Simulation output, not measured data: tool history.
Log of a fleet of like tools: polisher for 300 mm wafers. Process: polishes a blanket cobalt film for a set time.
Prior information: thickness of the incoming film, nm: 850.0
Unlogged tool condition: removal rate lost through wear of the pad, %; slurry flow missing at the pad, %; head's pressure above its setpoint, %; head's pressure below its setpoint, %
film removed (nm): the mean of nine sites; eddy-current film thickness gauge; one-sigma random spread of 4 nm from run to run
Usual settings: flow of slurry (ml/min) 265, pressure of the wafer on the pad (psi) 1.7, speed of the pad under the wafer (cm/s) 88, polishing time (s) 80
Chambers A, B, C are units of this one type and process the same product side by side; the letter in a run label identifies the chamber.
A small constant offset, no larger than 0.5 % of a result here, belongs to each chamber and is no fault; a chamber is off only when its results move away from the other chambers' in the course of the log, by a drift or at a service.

run   hour  flow of slurry (ml/min)  pressure of the wafer on the pad (psi)  speed of the pad under the wafer (cm/s)  polishing time (s)  wafers polished on this pad  hours since the slurry nozzle was cleaned  hours since the head pressure was calibrated  film removed (nm)
 1A    4.6                      265                                     1.7                                       88                  80                          590                                      512.5                                         584.5             348.58
 2B    8.8                      265                                     1.7                                       88                  80                          462                                      692.1                                         889.7             355.64
 3C   12.4                      265                                     1.7                                       88                  80                         1046                                       40.1                                         880.3             347.15
      12.6  -- chamber A: worn pad replaced by a new one
 4C   17.3                      265                                     1.7                                       88                  80                         1103                                       45.0                                         885.2             344.98
 5A   21.9                      265                                     1.7                                      110                  80                          109                                      529.8                                         601.8             439.67
      26.4  -- chamber C: worn pad replaced by a new one
 6B   27.8                      265                                     1.7                                      110                  80                          684                                      711.1                                         908.7             438.60
 7B   32.5                      265                                     1.7                                      110                  80                          740                                      715.8                                         913.4             443.55
 8A   36.3                      265                                     1.7                                       88                  80                          278                                      544.2                                         616.2             349.14
 9C   40.9                      265                                     1.7                                       88                  80                          170                                       68.6                                         908.8             353.71
10B   46.4                      265                                     1.7                                       88                  80                          902                                      729.7                                         927.3             346.38
      48.7  -- chamber B: slurry nozzle cleaned
11C   51.1                      265                                     1.7                                       88                  80                          290                                       78.8                                         919.0             349.47
12A   54.5                      265                                     1.7                                       88                  80                          491                                      562.4                                         634.4             342.89
13B   58.3                      265                                     1.7                                       88                  80                         1042                                        9.6                                         939.2             347.88
14A   61.0                      265                                     1.7                                       88                  80                          567                                      568.9                                         640.9             358.53
      61.8  -- chamber A: worn pad replaced by a new one
15C   65.5                      265                                     1.7                                       88                  80                          459                                       93.2                                         933.4             345.25
      67.3  -- chamber B: worn pad replaced by a new one
16C   70.8                      265                                     1.7                                       88                  80                          521                                       98.5                                         938.7             353.05
17A   75.9                      265                                     2.2                                       88                  64                          165                                      583.8                                         655.8             362.85
18B   79.5                      265                                     2.2                                       88                  64                          142                                       30.8                                         960.4             364.26
      81.7  -- chamber A: slurry nozzle cleaned
19B   83.4                      265                                     2.2                                       88                  64                          188                                       34.7                                         964.3             366.71
20C   88.3                      265                                     1.7                                       88                  80                          726                                      116.0                                         956.2             347.76
21A   94.0                      265                                     1.7                                       88                  80                          377                                       12.4                                         673.9             358.35
      97.6  -- chamber B: head pressure recalibrated
22A   98.8                      265                                     1.7                                       88                  80                          433                                       17.2                                         678.7             350.98
23C  103.1                      265                                     1.7                                       88                  80                          899                                      130.8                                         971.0             351.86
24B  106.3                      265                                     1.7                                       72                  80                          456                                       57.6                                           8.7             285.97
25A  110.0                      265                                     1.7                                       72                  80                          564                                       28.4                                         689.9             288.34
     112.2  -- chamber A: worn pad replaced by a new one
26C  113.8                      265                                     1.7                                       72                  80                         1025                                      141.5                                         981.7             283.78
27B  116.9                      265                                     1.7                                       88                  80                          581                                       68.2                                          19.3             351.64
28A  120.4                      300                                     1.7                                       68                  80                           96                                       38.8                                         700.3             276.21
29B  123.5                      300                                     1.7                                       68                  80                          658                                       74.8                                          25.9             274.23

Decide between three cases: one chamber stands off from its peers, the gauge reading all wafers drifts, or nothing is wrong past each chamber's small offset. Where a chamber is off, say which and what most likely put it there.

All chambers stay in line apart from their small fixed offsets, and the gauge does not drift.
